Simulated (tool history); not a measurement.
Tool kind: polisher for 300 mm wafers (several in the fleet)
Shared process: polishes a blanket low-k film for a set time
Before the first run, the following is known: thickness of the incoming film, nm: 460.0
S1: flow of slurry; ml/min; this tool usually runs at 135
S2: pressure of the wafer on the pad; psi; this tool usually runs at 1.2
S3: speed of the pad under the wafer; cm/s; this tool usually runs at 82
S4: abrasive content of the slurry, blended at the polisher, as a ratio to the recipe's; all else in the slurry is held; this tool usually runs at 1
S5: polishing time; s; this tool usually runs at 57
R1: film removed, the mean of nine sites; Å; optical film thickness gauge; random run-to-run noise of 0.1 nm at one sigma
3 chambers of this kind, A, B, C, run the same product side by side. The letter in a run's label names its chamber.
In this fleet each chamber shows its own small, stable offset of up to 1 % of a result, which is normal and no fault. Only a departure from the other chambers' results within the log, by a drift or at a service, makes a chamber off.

run	hour	S1	S2	S3	S4	S5	R1
# hour 1.4: chamber C: slurry nozzle cleaned
# hour 1.8: chamber B: worn pad replaced by a new one
1C	4.3	135	1.2	82	1	57	148.61
2B	7.9	135	1.2	82	1	57	150.96
3A	11.5	135	1.2	82	1	57	148.4
# hour 12.5: chamber A: worn pad replaced by a new one
# hour 15: chamber B: slurry blender recalibrated
4C	17.3	135	1.2	82	1	57	149.92
5A	23.8	135	1.2	82	1	57	150.59
6B	27.3	135	1.2	82	1	57	150.47
7C	33.6	135	1.2	82	1	57	150.13
8A	36.6	135	1.2	82	1	57	150.01
# hour 41.1: chamber B: conditioning disc replaced and pad reconditioned
9B	42.1	135	1.2	82	1	57	150.21
# hour 46.6: chamber C: worn pad replaced by a new one
10C	48.1	135	1.6	82	0.9	57	190.57
11B	53.7	135	1.6	82	0.9	57	191.8
12A	60.1	135	1.6	82	0.9	57	190.79
# hour 63.4: chamber B: worn pad replaced by a new one
13A	63.8	135	1.2	82	0.85	63	154
14B	69.4	135	1.2	82	0.85	63	153.39
15C	72.5	135	1.2	82	0.85	63	155.45
# hour 72.9: chamber A: slurry blender recalibrated
16B	76.3	135	1.2	82	1	57	150.61
17C	81.4	135	1.2	82	0.85	57	139.98
18A	85.4	135	1.2	82	0.85	57	139.92
# hour 86.1: chamber A: worn pad replaced by a new one
19C	91.5	135	1.2	82	0.85	57	138.92
20A	97.1	135	1.2	82	1	57	148.8
21B	101.6	135	1.2	82	1	57	149.55
22C	106.9	135	1.2	82	1	57	150.39
23A	109.8	135	1.2	82	1	57	148.84
24B	112.8	135	1.2	82	1	57	149.66
25B	118.1	135	1.2	82	1	57	149.46
# hour 118.5: chamber B: worn pad replaced by a new one
26A	121.5	135	1.2	90	1	50	141.53
# hour 126.9: chamber C: slurry blender recalibrated
27C	127.3	135	1.2	90	1	50	142.28
# hour 132.2: chamber C: worn pad replaced by a new one
28B	132.7	135	1.2	90	1	50	141.06
29A	137.4	135	1.2	82	1	57	149.47
30C	142.9	135	1.2	82	1	57	148.6
31A	148.4	135	1.2	82	1	57	150.29
32C	153.2	135	1.2	82	1	57	151.28
33B	157.7	135	1.2	82	1	57	151.04
34C	162.3	135	1.2	82	1	57	150.14
35B	165.3	135	1.2	82	1	57	148.4
36A	169	135	1.2	82	1	57	148.01
# hour 169.6: chamber A: worn pad replaced by a new one
37A	173.3	135	1.2	82	1	57	150
# hour 177.3: chamber B: worn pad replaced by a new one
38C	179.2	135	1.2	82	1	57	150.68
39B	182.2	120	0.9	82	1	57	109.91
# hour 187.1: chamber C: conditioning disc replaced and pad reconditioned
40C	187.9	120	0.9	82	1	57	111.13
41B	194.3	120	0.9	82	1	57	108.65

Next, all 3 chambers run the settings below, one line each with question marks for the results. What does each chamber give?
42A	199	135	1.2	82	1	71	?
42B	199	135	1.2	82	1	71	?
42C	199	135	1.2	82	1	71	?

run	R1
42A	187.72
42B	183.97
42C	189.6
